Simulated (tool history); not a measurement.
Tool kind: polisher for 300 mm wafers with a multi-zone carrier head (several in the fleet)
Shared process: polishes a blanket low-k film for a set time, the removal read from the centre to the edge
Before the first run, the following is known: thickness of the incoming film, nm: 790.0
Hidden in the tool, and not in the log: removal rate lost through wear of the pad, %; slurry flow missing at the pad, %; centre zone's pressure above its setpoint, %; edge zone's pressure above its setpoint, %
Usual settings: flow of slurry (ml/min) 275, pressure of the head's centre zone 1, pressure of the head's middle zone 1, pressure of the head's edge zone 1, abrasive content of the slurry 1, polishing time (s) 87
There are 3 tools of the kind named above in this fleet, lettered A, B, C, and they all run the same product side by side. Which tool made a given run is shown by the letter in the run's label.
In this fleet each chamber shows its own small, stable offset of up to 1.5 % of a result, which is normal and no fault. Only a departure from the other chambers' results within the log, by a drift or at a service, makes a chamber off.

| run | hour | flow of slurry (ml/min) | pressure of the head's centre zone | pressure of the head's middle zone | pressure of the head's edge zone | abrasive content of the slurry | polishing time (s) | wafers polished on this pad | hours since the slurry nozzle was cleaned | hours since the centre zone pressure was calibrated | hours since the edge zone pressure was calibrated | film removed at the wafer's centre (Å) | film removed at mid-radius (Å) | film removed at the wafer's edge (Å) |
|---|---|---|---|---|---|---|---|---|---|---|---|---|---|---|
| 1C | 9.3 | 275 | 1 | 1 | 1 | 1 | 87 | 519 | 261.3 | 178.4 | 132.6 | 490.03 | 495.38 | 491.83 |
| 2A | 17 | 275 | 1 | 1 | 1 | 1 | 87 | 876 | 161.8 | 125.3 | 28.5 | 483.47 | 494.95 | 486.34 |
|  | 18.7 | chamber A: worn pad replaced by a new one |
| 3B | 22 | 275 | 1 | 1 | 1 | 1 | 87 | 555 | 350.9 | 1022.4 | 153.1 | 486.17 | 485.76 | 490.1 |
|  | 28.6 | chamber B: slurry nozzle cleaned |
| 4C | 31.3 | 275 | 1 | 1 | 1 | 1 | 87 | 716 | 283.3 | 200.4 | 154.6 | 485.22 | 484.96 | 488.76 |
|  | 34.8 | chamber C: worn pad replaced by a new one |
| 5B | 37.1 | 275 | 1 | 1 | 1 | 1 | 87 | 690 | 8.5 | 1037.5 | 168.2 | 479.87 | 485.78 | 486.3 |
| 6A | 46.2 | 275 | 1 | 1 | 1 | 1 | 87 | 246 | 191 | 154.5 | 57.7 | 480.36 | 493.33 | 481.16 |
| 7C | 51.6 | 275 | 1 | 1 | 1 | 1 | 87 | 151 | 303.6 | 220.7 | 174.9 | 485.94 | 490.69 | 483.18 |
| 8A | 59.9 | 275 | 1 | 1 | 1 | 1 | 87 | 369 | 204.7 | 168.2 | 71.4 | 489.86 | 486.05 | 480.76 |
| 9B | 68.7 | 275 | 1 | 1 | 1 | 1 | 87 | 973 | 40.1 | 1069.1 | 199.8 | 488.78 | 484.58 | 488.3 |
| 10A | 75.2 | 230 | 1 | 1 | 1 | 1.25 | 87 | 506 | 220 | 183.5 | 86.7 | 519.97 | 522.5 | 525.19 |
| 11C | 84.7 | 230 | 1 | 1 | 1 | 1.25 | 87 | 447 | 336.7 | 253.8 | 208 | 532.22 | 529.7 | 524.37 |
| 12B | 89.2 | 230 | 1 | 1 | 1 | 1.25 | 87 | 1156 | 60.6 | 1089.6 | 220.3 | 519.86 | 524.4 | 517.85 |
| 13B | 97.5 | 275 | 1 | 1 | 1 | 1 | 87 | 1231 | 68.9 | 1097.9 | 228.6 | 482.74 | 479.63 | 486.71 |
|  | 102.8 | chamber B: worn pad replaced by a new one |
| 14A | 105.4 | 275 | 1 | 1 | 1 | 1 | 87 | 776 | 250.2 | 213.7 | 116.9 | 494.03 | 485.46 | 476.87 |
| 15C | 114.4 | 275 | 1 | 1 | 1 | 1 | 87 | 713 | 366.4 | 283.5 | 237.7 | 489.86 | 481.25 | 488.85 |
|  | 114.9 | chamber A: worn pad replaced by a new one |
|  | 120.9 | chamber C: worn pad replaced by a new one |
| 16C | 122.5 | 275 | 1 | 1 | 1 | 1 | 87 | 15 | 374.5 | 291.6 | 245.8 | 496.06 | 492.92 | 483.41 |
| 17B | 128.4 | 275 | 1 | 1 | 0.95 | 1 | 87 | 229 | 99.8 | 1128.8 | 259.5 | 486.7 | 485.94 | 470.39 |
| 18A | 137.8 | 275 | 1 | 1 | 0.95 | 1 | 87 | 205 | 282.6 | 246.1 | 149.3 | 489.65 | 483.15 | 473.8 |
| 19A | 144.3 | 275 | 1 | 1 | 0.95 | 1 | 87 | 263 | 289.1 | 252.6 | 155.8 | 489.95 | 484.6 | 463.04 |
| 20C | 153.3 | 275 | 1 | 1 | 1 | 1 | 87 | 291 | 405.3 | 322.4 | 276.6 | 506.98 | 492.37 | 483.79 |
| 21B | 159.6 | 275 | 1 | 1 | 1 | 1 | 87 | 509 | 131 | 1160 | 290.7 | 487.24 | 487.52 | 487.73 |
| 22B | 166.2 | 275 | 1 | 1 | 1 | 1 | 87 | 568 | 137.6 | 1166.6 | 297.3 | 485.45 | 479.57 | 482.99 |
| 23C | 171.6 | 275 | 1 | 1 | 1 | 1 | 87 | 454 | 423.6 | 340.7 | 294.9 | 505.18 | 491.79 | 492.72 |
| 24A | 176.3 | 275 | 1 | 1 | 1 | 1 | 87 | 549 | 321.1 | 284.6 | 187.8 | 482.85 | 477.7 | 480.18 |
| 25A | 184.9 | 275 | 1 | 1 | 1 | 1 | 87 | 626 | 329.7 | 293.2 | 196.4 | 489.26 | 481.99 | 483.1 |
| 26B | 190.7 | 275 | 1 | 1 | 1 | 1 | 87 | 787 | 162.1 | 1191.1 | 321.8 | 488.25 | 479.42 | 485.33 |
| 27C | 195.1 | 275 | 1 | 1 | 1 | 1 | 87 | 665 | 447.1 | 364.2 | 318.4 | 523.36 | 479.82 | 487.31 |
|  | 197.8 | chamber C: worn pad replaced by a new one |
| 28A | 201.7 | 275 | 1 | 1 | 1 | 1 | 87 | 777 | 346.5 | 310 | 213.2 | 484.4 | 492.06 | 482.63 |
| 29B | 208.8 | 275 | 1 | 1 | 1 | 1 | 87 | 949 | 180.2 | 1209.2 | 339.9 | 486.36 | 476.31 | 479.31 |
| 30C | 214 | 275 | 1.05 | 1 | 1 | 1 | 87 | 145 | 466 | 383.1 | 337.3 | 550.69 | 484.22 | 480.57 |
| 31B | 223.7 | 275 | 1.05 | 1 | 1 | 1 | 87 | 1083 | 195.1 | 1224.1 | 354.8 | 513.65 | 478.16 | 475.41 |

Predict what each chamber gives when all 3 of them run the settings below next.
| 32A | 230.6 | 275 | 1 | 0.96 | 1 | 1 | 87 |  |  |  |  | ? | ? | ? |
| 32B | 230.6 | 275 | 1 | 0.96 | 1 | 1 | 87 |  |  |  |  | ? | ? | ? |
| 32C | 230.6 | 275 | 1 | 0.96 | 1 | 1 | 87 |  |  |  |  | ? | ? | ? |

| run | film removed at the wafer's centre (Å) | film removed at mid-radius (Å) | film removed at the wafer's edge (Å) |
|---|---|---|---|
| 32A | 484.51 | 469.1 | 477.59 |
| 32B | 487.36 | 451.62 | 482.47 |
| 32C | 529.6 | 469.5 | 487.35 |
